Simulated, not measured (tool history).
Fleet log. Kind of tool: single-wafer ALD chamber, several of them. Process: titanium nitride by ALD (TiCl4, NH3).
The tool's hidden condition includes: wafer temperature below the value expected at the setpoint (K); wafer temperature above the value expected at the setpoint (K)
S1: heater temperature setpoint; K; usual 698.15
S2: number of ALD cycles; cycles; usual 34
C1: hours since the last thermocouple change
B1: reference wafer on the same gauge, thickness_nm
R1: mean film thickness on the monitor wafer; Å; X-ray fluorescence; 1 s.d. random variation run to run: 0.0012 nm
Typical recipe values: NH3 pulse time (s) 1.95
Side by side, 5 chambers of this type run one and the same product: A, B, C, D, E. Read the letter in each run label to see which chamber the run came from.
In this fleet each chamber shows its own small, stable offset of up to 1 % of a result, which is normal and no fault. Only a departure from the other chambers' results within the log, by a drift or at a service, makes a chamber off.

Run 1E, day 0.279: usual settings; C1 989.8; B1 0.78309. Result: R1 7.5923 Å.
Run 2D, day 0.546: usual settings; C1 854.2; B1 0.78266. Result: R1 7.5772 Å.
Run 3A, day 0.879: usual settings; C1 768.2; B1 0.78286. Result: R1 7.5080 Å.
Run 4C, day 1.129: usual settings; C1 719.0; B1 0.78261. Result: R1 7.5085 Å.
Run 5B, day 1.483: usual settings; C1 1912.0; B1 0.78187. Result: R1 7.5612 Å.
Run 6C, day 1.825: usual settings; C1 735.7; B1 0.78209. Result: R1 7.4752 Å.
Run 7B, day 1.996: usual settings but NH3 pulse time (s) 1.59; C1 1924.3; B1 0.78186. Result: R1 7.5245 Å.
Run 8A, day 2.158: usual settings but NH3 pulse time (s) 1.59; C1 798.9; B1 0.78212. Result: R1 7.4722 Å.
Run 9E, day 2.396: usual settings but NH3 pulse time (s) 1.59; C1 1040.6; B1 0.78191. Result: R1 7.5280 Å.
Run 10D, day 2.721: usual settings but NH3 pulse time (s) 1.59; C1 906.4; B1 0.78164. Result: R1 7.5256 Å.
Run 11B, day 2.892: usual settings but NH3 pulse time (s) 1.59; C1 1945.8; B1 0.78160. Result: R1 7.5340 Å.
Run 12E, day 3.154: usual settings; C1 1058.8; B1 0.78146. Result: R1 7.6000 Å.
Run 13A, day 3.392: usual settings; C1 828.5; B1 0.78156. Result: R1 7.4895 Å.
Run 14D, day 3.604: usual settings; C1 927.6; B1 0.78123. Result: R1 7.5293 Å.
Run 15C, day 3.917: usual settings; C1 785.9; B1 0.78127. Result: R1 7.4577 Å.
Run 16A, day 4.108: usual settings; C1 845.7; B1 0.78093. Result: R1 7.5223 Å.
Run 17D, day 4.442: usual settings; C1 947.7; B1 0.78090. Result: R1 7.5579 Å.
Run 18C, day 4.788: usual settings; C1 806.8; B1 0.78084. Result: R1 7.4399 Å.
Run 19E, day 5.042: usual settings; C1 1104.1; B1 0.78105. Result: R1 7.5788 Å.
Run 20B, day 5.288: usual settings; C1 2003.3; B1 0.78031. Result: R1 7.5605 Å.
Run 21E, day 5.629: usual settings; C1 1118.2; B1 0.78039. Result: R1 7.5677 Å.
Run 22C, day 5.821: usual settings; C1 831.6; B1 0.78012. Result: R1 7.4690 Å.
Run 23D, day 6.104: usual settings; C1 987.6; B1 0.78029. Result: R1 7.5545 Å.
At day 6.133: chamber D: thermocouple changed; heater temperature recalibrated.
Run 24B, day 6.442: usual settings; C1 2031.0; B1 0.77990. Result: R1 7.5433 Å.
Run 25A, day 6.758: usual settings but NH3 pulse time (s) 1.29; C1 909.3; B1 0.77994. Result: R1 7.4096 Å.
Run 26B, day 6.962: usual settings but NH3 pulse time (s) 1.29; C1 2043.5; B1 0.77977. Result: R1 7.4552 Å.
At day 7.104: chamber B: thermocouple changed; heater temperature recalibrated.
Run 27C, day 7.296: usual settings but NH3 pulse time (s) 1.29; C1 867.0; B1 0.77972. Result: R1 7.3659 Å.
Run 28A, day 7.467: usual settings but NH3 pulse time (s) 1.29; C1 926.3; B1 0.77929. Result: R1 7.3961 Å.
Run 29E, day 7.671: usual settings but NH3 pulse time (s) 1.29; C1 1167.2; B1 0.77922. Result: R1 7.4745 Å.
Run 30D, day 7.862: usual settings; C1 41.6; B1 0.77952. Result: R1 7.5271 Å.
Run 31E, day 8.154: usual settings; C1 1178.8; B1 0.77890. Result: R1 7.5721 Å.
Run 32A, day 8.483: usual settings; C1 950.7; B1 0.77886. Result: R1 7.4879 Å.
Run 33C, day 8.692: usual settings; C1 900.5; B1 0.77904. Result: R1 7.4302 Å.
Run 34B, day 9.050: usual settings; C1 46.7; B1 0.77873. Result: R1 7.5360 Å.
Run 35D, day 9.279: usual settings; C1 75.6; B1 0.77894. Result: R1 7.5362 Å.
Run 36C, day 9.504: usual settings; C1 920.0; B1 0.77813. Result: R1 7.4612 Å.
Run 37D, day 9.808: usual settings; C1 88.3; B1 0.77852. Result: R1 7.5112 Å.
Run 38B, day 10.058: usual settings; C1 70.9; B1 0.77828. Result: R1 7.5277 Å.
Run 39E, day 10.354: usual settings; C1 1231.6; B1 0.77794. Result: R1 7.5662 Å.
Run 40A, day 10.533: usual settings; C1 999.9; B1 0.77790. Result: R1 7.4647 Å.

Next, every chamber runs the same settings. What will each give?
Run 41A, day 10.792: usual settings. Result: R1 ?.
Run 41B, day 10.792: usual settings. Result: R1 ?.
Run 41C, day 10.792: usual settings. Result: R1 ?.
Run 41D, day 10.792: usual settings. Result: R1 ?.
Run 41E, day 10.792: usual settings. Result: R1 ?.

run      R1
41A  7.4682
41B  7.5309
41C  7.4383
41D  7.5221
41E  7.5673

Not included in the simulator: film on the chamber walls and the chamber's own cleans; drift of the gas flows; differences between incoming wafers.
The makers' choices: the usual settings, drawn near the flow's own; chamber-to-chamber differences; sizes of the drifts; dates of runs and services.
